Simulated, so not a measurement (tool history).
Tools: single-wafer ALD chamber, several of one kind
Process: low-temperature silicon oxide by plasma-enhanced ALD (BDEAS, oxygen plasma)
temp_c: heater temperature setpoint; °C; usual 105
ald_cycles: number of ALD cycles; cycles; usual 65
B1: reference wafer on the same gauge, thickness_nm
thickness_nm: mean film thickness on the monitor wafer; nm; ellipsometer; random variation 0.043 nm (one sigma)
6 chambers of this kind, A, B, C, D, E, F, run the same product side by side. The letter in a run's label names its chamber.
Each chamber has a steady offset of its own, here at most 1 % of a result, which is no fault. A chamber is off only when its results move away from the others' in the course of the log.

{"run": "1A", "day": 0.179, "temp_c": 105, "ald_cycles": 65, "B1": 9.5978, "thickness_nm": 9.3287}
{"run": "2C", "day": 0.358, "temp_c": 105, "ald_cycles": 65, "B1": 9.5979, "thickness_nm": 9.1634}
{"run": "3B", "day": 0.467, "temp_c": 105, "ald_cycles": 65, "B1": 9.5981, "thickness_nm": 9.246}
{"run": "4D", "day": 0.629, "temp_c": 105, "ald_cycles": 65, "B1": 9.6154, "thickness_nm": 9.1752}
{"run": "5E", "day": 0.796, "temp_c": 105, "ald_cycles": 65, "B1": 9.6072, "thickness_nm": 9.2486}
{"run": "6F", "day": 0.942, "temp_c": 96, "ald_cycles": 65, "B1": 9.6024, "thickness_nm": 9.4731}
{"run": "7A", "day": 1.133, "temp_c": 96, "ald_cycles": 65, "B1": 9.6097, "thickness_nm": 9.4859}
{"run": "8E", "day": 1.246, "temp_c": 96, "ald_cycles": 65, "B1": 9.603, "thickness_nm": 9.4484}
{"run": "9C", "day": 1.354, "temp_c": 96, "ald_cycles": 65, "B1": 9.5965, "thickness_nm": 9.296}
{"run": "10F", "day": 1.488, "temp_c": 96, "ald_cycles": 65, "B1": 9.604, "thickness_nm": 9.3627}
{"day": 1.646, "done": "chamber C: thermocouple changed; heater temperature recalibrated"}
{"run": "11B", "day": 1.721, "temp_c": 96, "ald_cycles": 65, "B1": 9.5973, "thickness_nm": 9.4107}
{"run": "12D", "day": 1.938, "temp_c": 105, "ald_cycles": 65, "B1": 9.5874, "thickness_nm": 9.2313}
{"run": "13B", "day": 2.083, "temp_c": 105, "ald_cycles": 65, "B1": 9.5952, "thickness_nm": 9.2531}
{"run": "14D", "day": 2.233, "temp_c": 105, "ald_cycles": 65, "B1": 9.5968, "thickness_nm": 9.2647}
{"run": "15C", "day": 2.438, "temp_c": 105, "ald_cycles": 53, "B1": 9.6064, "thickness_nm": 7.5424}
{"run": "16F", "day": 2.629, "temp_c": 105, "ald_cycles": 53, "B1": 9.6063, "thickness_nm": 7.5548}
{"run": "17A", "day": 2.762, "temp_c": 105, "ald_cycles": 53, "B1": 9.6008, "thickness_nm": 7.5959}
{"run": "18E", "day": 2.904, "temp_c": 105, "ald_cycles": 53, "B1": 9.6078, "thickness_nm": 7.5044}
{"run": "19C", "day": 3.025, "temp_c": 105, "ald_cycles": 53, "B1": 9.6032, "thickness_nm": 7.5169}
{"run": "20B", "day": 3.221, "temp_c": 105, "ald_cycles": 53, "B1": 9.6014, "thickness_nm": 7.5304}
{"run": "21A", "day": 3.442, "temp_c": 105, "ald_cycles": 53, "B1": 9.5978, "thickness_nm": 7.5224}
{"run": "22E", "day": 3.583, "temp_c": 105, "ald_cycles": 53, "B1": 9.6038, "thickness_nm": 7.5565}
{"run": "23F", "day": 3.783, "temp_c": 105, "ald_cycles": 53, "B1": 9.5901, "thickness_nm": 7.5067}
{"run": "24D", "day": 3.992, "temp_c": 105, "ald_cycles": 53, "B1": 9.5943, "thickness_nm": 7.4883}
{"run": "25E", "day": 4.217, "temp_c": 105, "ald_cycles": 53, "B1": 9.5906, "thickness_nm": 7.4837}
{"run": "26D", "day": 4.433, "temp_c": 105, "ald_cycles": 53, "B1": 9.582, "thickness_nm": 7.4055}
{"run": "27F", "day": 4.575, "temp_c": 117, "ald_cycles": 71, "B1": 9.6132, "thickness_nm": 9.8659}
{"run": "28C", "day": 4.808, "temp_c": 117, "ald_cycles": 71, "B1": 9.5993, "thickness_nm": 9.8663}
{"run": "29A", "day": 4.917, "temp_c": 117, "ald_cycles": 71, "B1": 9.6063, "thickness_nm": 9.869}
{"run": "30B", "day": 5.129, "temp_c": 117, "ald_cycles": 71, "B1": 9.6037, "thickness_nm": 9.9422}
{"run": "31C", "day": 5.362, "temp_c": 117, "ald_cycles": 71, "B1": 9.6079, "thickness_nm": 9.7598}
{"run": "32A", "day": 5.604, "temp_c": 117, "ald_cycles": 71, "B1": 9.5941, "thickness_nm": 9.9071}
{"run": "33F", "day": 5.767, "temp_c": 105, "ald_cycles": 65, "B1": 9.5988, "thickness_nm": 9.2476}
{"run": "34D", "day": 5.971, "temp_c": 105, "ald_cycles": 65, "B1": 9.5941, "thickness_nm": 9.1476}
{"run": "35E", "day": 6.121, "temp_c": 105, "ald_cycles": 65, "B1": 9.5905, "thickness_nm": 9.1876}
{"run": "36B", "day": 6.317, "temp_c": 105, "ald_cycles": 65, "B1": 9.6069, "thickness_nm": 9.2273}
{"run": "37B", "day": 6.512, "temp_c": 105, "ald_cycles": 65, "B1": 9.6018, "thickness_nm": 9.1939}
{"run": "38E", "day": 6.712, "temp_c": 105, "ald_cycles": 65, "B1": 9.5928, "thickness_nm": 9.227}

All 6 chambers run these settings next. Forecast each chamber's results:
{"run": "39A", "day": 6.883, "temp_c": 105, "ald_cycles": 65, "thickness_nm": "?"}
{"run": "39B", "day": 6.883, "temp_c": 105, "ald_cycles": 65, "thickness_nm": "?"}
{"run": "39C", "day": 6.883, "temp_c": 105, "ald_cycles": 65, "thickness_nm": "?"}
{"run": "39D", "day": 6.883, "temp_c": 105, "ald_cycles": 65, "thickness_nm": "?"}
{"run": "39E", "day": 6.883, "temp_c": 105, "ald_cycles": 65, "thickness_nm": "?"}
{"run": "39F", "day": 6.883, "temp_c": 105, "ald_cycles": 65, "thickness_nm": "?"}

run=39A thickness_nm=9.2958
run=39B thickness_nm=9.2611
run=39C thickness_nm=9.1826
run=39D thickness_nm=9.1731
run=39E thickness_nm=9.1864
run=39F thickness_nm=9.2364
